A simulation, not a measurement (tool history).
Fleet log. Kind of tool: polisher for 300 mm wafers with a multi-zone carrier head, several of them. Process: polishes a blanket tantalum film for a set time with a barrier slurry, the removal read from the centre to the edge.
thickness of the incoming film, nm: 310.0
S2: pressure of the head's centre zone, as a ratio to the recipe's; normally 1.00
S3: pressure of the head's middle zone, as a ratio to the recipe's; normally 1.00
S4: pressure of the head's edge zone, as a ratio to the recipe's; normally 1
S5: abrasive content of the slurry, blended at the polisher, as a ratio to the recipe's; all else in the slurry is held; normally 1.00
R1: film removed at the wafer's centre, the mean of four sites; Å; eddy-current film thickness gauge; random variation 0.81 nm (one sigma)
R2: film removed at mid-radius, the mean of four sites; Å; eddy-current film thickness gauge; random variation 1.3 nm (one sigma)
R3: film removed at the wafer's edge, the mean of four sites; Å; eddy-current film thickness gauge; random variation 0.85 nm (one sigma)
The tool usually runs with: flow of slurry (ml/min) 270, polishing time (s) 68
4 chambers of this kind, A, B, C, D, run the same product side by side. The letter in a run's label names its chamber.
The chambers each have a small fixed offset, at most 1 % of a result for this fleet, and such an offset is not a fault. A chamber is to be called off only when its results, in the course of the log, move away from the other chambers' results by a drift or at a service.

-- hour=0.3 chamber D: worn pad replaced by a new one
run 1B hour=14.0 | flow_of_slurry_(ml/min)=270 S2=1.00 S3=1.00 S4=1 S5=1.00 polishing_time_(s)=68 | R1=873.34 R2=854.55 R3=870.17
-- hour=18.5 chamber B: worn pad replaced by a new one
run 2D hour=26.7 | flow_of_slurry_(ml/min)=270 S2=1.00 S3=1.00 S4=1 S5=1.00 polishing_time_(s)=68 | R1=844.16 R2=866.31 R3=861.93
-- hour=26.9 chamber A: worn pad replaced by a new one
run 3A hour=37.4 | flow_of_slurry_(ml/min)=270 S2=1.00 S3=1.00 S4=1 S5=1.00 polishing_time_(s)=68 | R1=865.54 R2=870.16 R3=857.37
-- hour=50.7 chamber C: slurry nozzle cleaned
run 4C hour=51.2 | flow_of_slurry_(ml/min)=270 S2=1.00 S3=1.00 S4=1 S5=1.00 polishing_time_(s)=68 | R1=876.03 R2=874.08 R3=863.20
run 5B hour=59.1 | flow_of_slurry_(ml/min)=270 S2=1.00 S3=1.00 S4=1 S5=1.00 polishing_time_(s)=68 | R1=857.00 R2=882.75 R3=864.87
run 6C hour=67.4 | flow_of_slurry_(ml/min)=270 S2=1.00 S3=1.00 S4=1 S5=1.00 polishing_time_(s)=68 | R1=860.89 R2=857.29 R3=863.82
-- hour=71.2 chamber D: worn pad replaced by a new one
run 7D hour=81.5 | flow_of_slurry_(ml/min)=225 S2=1.00 S3=1.08 S4=1 S5=1.00 polishing_time_(s)=68 | R1=840.60 R2=918.14 R3=844.12
run 8A hour=88.3 | flow_of_slurry_(ml/min)=225 S2=1.00 S3=1.08 S4=1 S5=1.00 polishing_time_(s)=68 | R1=842.25 R2=897.12 R3=849.66
-- hour=89.2 chamber C: worn pad replaced by a new one
-- hour=94.9 chamber B: worn pad replaced by a new one
run 9C hour=96.0 | flow_of_slurry_(ml/min)=225 S2=1.00 S3=1.08 S4=1 S5=1.00 polishing_time_(s)=68 | R1=857.54 R2=904.16 R3=838.14
run 10A hour=108.8 | flow_of_slurry_(ml/min)=225 S2=1.00 S3=1.08 S4=1 S5=1.00 polishing_time_(s)=68 | R1=842.20 R2=923.23 R3=851.58
run 11D hour=121.8 | flow_of_slurry_(ml/min)=270 S2=1.00 S3=1.00 S4=1 S5=1.00 polishing_time_(s)=68 | R1=859.90 R2=852.11 R3=851.65
run 12B hour=132.1 | flow_of_slurry_(ml/min)=270 S2=1.00 S3=1.00 S4=1 S5=1.00 polishing_time_(s)=68 | R1=867.92 R2=850.11 R3=859.98
-- hour=132.7 chamber A: worn pad replaced by a new one
-- hour=136.6 chamber D: edge zone pressure recalibrated
-- hour=138.1 chamber C: edge zone pressure recalibrated
-- hour=142.0 chamber D: worn pad replaced by a new one
run 13A hour=143.5 | flow_of_slurry_(ml/min)=270 S2=1.00 S3=1.00 S4=1 S5=1.00 polishing_time_(s)=68 | R1=873.46 R2=861.61 R3=846.17
run 14C hour=154.0 | flow_of_slurry_(ml/min)=270 S2=1.00 S3=1.00 S4=1 S5=1.00 polishing_time_(s)=68 | R1=863.13 R2=845.75 R3=855.10
run 15B hour=164.1 | flow_of_slurry_(ml/min)=270 S2=1.00 S3=1.00 S4=1 S5=0.75 polishing_time_(s)=68 | R1=802.12 R2=790.92 R3=796.15
run 16D hour=173.5 | flow_of_slurry_(ml/min)=270 S2=1.00 S3=1.00 S4=1 S5=0.75 polishing_time_(s)=68 | R1=782.02 R2=756.60 R3=782.86
-- hour=176.5 chamber B: worn pad replaced by a new one
run 17D hour=184.3 | flow_of_slurry_(ml/min)=270 S2=1.00 S3=1.00 S4=1 S5=0.75 polishing_time_(s)=68 | R1=774.41 R2=780.46 R3=781.86
-- hour=189.9 chamber C: worn pad replaced by a new one
run 18B hour=196.2 | flow_of_slurry_(ml/min)=270 S2=1.00 S3=1.00 S4=1 S5=0.75 polishing_time_(s)=68 | R1=794.26 R2=793.99 R3=792.39
run 19A hour=203.0 | flow_of_slurry_(ml/min)=270 S2=1.00 S3=1.00 S4=1 S5=1.00 polishing_time_(s)=68 | R1=862.90 R2=868.11 R3=859.81
run 20C hour=211.6 | flow_of_slurry_(ml/min)=270 S2=1.00 S3=1.00 S4=1 S5=1.00 polishing_time_(s)=68 | R1=862.35 R2=870.46 R3=867.79
-- hour=212.6 chamber D: worn pad replaced by a new one
run 21A hour=218.6 | flow_of_slurry_(ml/min)=270 S2=1.00 S3=1.00 S4=1 S5=1.00 polishing_time_(s)=68 | R1=861.37 R2=854.04 R3=849.08
-- hour=220.4 chamber A: worn pad replaced by a new one
run 22B hour=227.8 | flow_of_slurry_(ml/min)=270 S2=1.00 S3=1.00 S4=1 S5=1.00 polishing_time_(s)=68 | R1=865.17 R2=879.52 R3=866.32
run 23D hour=235.3 | flow_of_slurry_(ml/min)=270 S2=1.00 S3=1.00 S4=1 S5=1.00 polishing_time_(s)=68 | R1=837.27 R2=861.99 R3=826.79
run 24C hour=244.8 | flow_of_slurry_(ml/min)=270 S2=1.00 S3=1.00 S4=1 S5=1.00 polishing_time_(s)=68 | R1=867.02 R2=855.64 R3=863.15
-- hour=256.7 chamber B: worn pad replaced by a new one
run 25B hour=258.4 | flow_of_slurry_(ml/min)=270 S2=1.06 S3=1.00 S4=1 S5=1.00 polishing_time_(s)=68 | R1=928.74 R2=851.35 R3=864.76
run 26C hour=268.4 | flow_of_slurry_(ml/min)=270 S2=1.06 S3=1.00 S4=1 S5=1.00 polishing_time_(s)=68 | R1=921.58 R2=892.59 R3=871.04
run 27D hour=280.9 | flow_of_slurry_(ml/min)=270 S2=1.06 S3=1.00 S4=1 S5=1.00 polishing_time_(s)=68 | R1=901.41 R2=843.47 R3=842.91
-- hour=281.8 chamber D: worn pad replaced by a new one
-- hour=283.3 chamber C: slurry nozzle cleaned
-- hour=288.4 chamber A: centre zone pressure recalibrated
-- hour=293.0 chamber C: worn pad replaced by a new one
run 28A hour=293.4 | flow_of_slurry_(ml/min)=270 S2=1.06 S3=1.00 S4=1 S5=1.00 polishing_time_(s)=68 | R1=926.69 R2=871.29 R3=850.05
run 29A hour=305.7 | flow_of_slurry_(ml/min)=270 S2=1.00 S3=1.00 S4=1 S5=1.00 polishing_time_(s)=68 | R1=859.54 R2=871.61 R3=846.10
run 30B hour=314.8 | flow_of_slurry_(ml/min)=270 S2=1.00 S3=1.00 S4=1 S5=1.00 polishing_time_(s)=68 | R1=859.53 R2=844.35 R3=867.97
-- hour=319.1 chamber A: worn pad replaced by a new one
run 31D hour=325.3 | flow_of_slurry_(ml/min)=270 S2=1.00 S3=1.00 S4=1 S5=1.00 polishing_time_(s)=68 | R1=819.11 R2=826.64 R3=834.72
run 32C hour=336.4 | flow_of_slurry_(ml/min)=270 S2=1.00 S3=1.00 S4=1 S5=1.00 polishing_time_(s)=68 | R1=864.14 R2=872.27 R3=854.79
-- hour=340.6 chamber B: worn pad replaced by a new one
run 33C hour=346.7 | flow_of_slurry_(ml/min)=270 S2=1.00 S3=1.00 S4=1 S5=1.00 polishing_time_(s)=68 | R1=857.36 R2=867.87 R3=864.66
run 34A hour=354.9 | flow_of_slurry_(ml/min)=270 S2=1.00 S3=1.00 S4=1 S5=1.00 polishing_time_(s)=68 | R1=861.77 R2=837.36 R3=847.05
run 35D hour=365.9 | flow_of_slurry_(ml/min)=270 S2=1.00 S3=1.00 S4=1 S5=1.00 polishing_time_(s)=68 | R1=813.44 R2=820.26 R3=836.32
-- hour=372.7 chamber D: worn pad replaced by a new one
run 36B hour=378.5 | flow_of_slurry_(ml/min)=270 S2=1.00 S3=1.00 S4=1 S5=1.00 polishing_time_(s)=68 | R1=865.20 R2=859.84 R3=877.64
run 37D hour=385.0 | flow_of_slurry_(ml/min)=270 S2=1.00 S3=1.00 S4=1 S5=0.75 polishing_time_(s)=68 | R1=730.36 R2=758.78 R3=757.43
run 38B hour=394.7 | flow_of_slurry_(ml/min)=270 S2=1.00 S3=1.00 S4=1 S5=0.75 polishing_time_(s)=68 | R1=782.21 R2=795.03 R3=794.53
run 39A hour=402.9 | flow_of_slurry_(ml/min)=270 S2=1.00 S3=1.00 S4=1 S5=0.75 polishing_time_(s)=68 | R1=770.14 R2=765.33 R3=783.06

The same settings go to every chamber for the next run, one line per chamber below. Forecast the results for each:
run 40A hour=413.4 | flow_of_slurry_(ml/min)=270 S2=1.00 S3=1.00 S4=1 S5=1.00 polishing_time_(s)=68 | R1=? R2=? R3=?
run 40B hour=413.4 | flow_of_slurry_(ml/min)=270 S2=1.00 S3=1.00 S4=1 S5=1.00 polishing_time_(s)=68 | R1=? R2=? R3=?
run 40C hour=413.4 | flow_of_slurry_(ml/min)=270 S2=1.00 S3=1.00 S4=1 S5=1.00 polishing_time_(s)=68 | R1=? R2=? R3=?
run 40D hour=413.4 | flow_of_slurry_(ml/min)=270 S2=1.00 S3=1.00 S4=1 S5=1.00 polishing_time_(s)=68 | R1=? R2=? R3=?

run=40A R1=870.91 R2=866.10 R3=854.11
run=40B R1=863.15 R2=865.06 R3=859.14
run=40C R1=877.82 R2=857.72 R3=869.33
run=40D R1=800.42 R2=805.66 R3=813.52
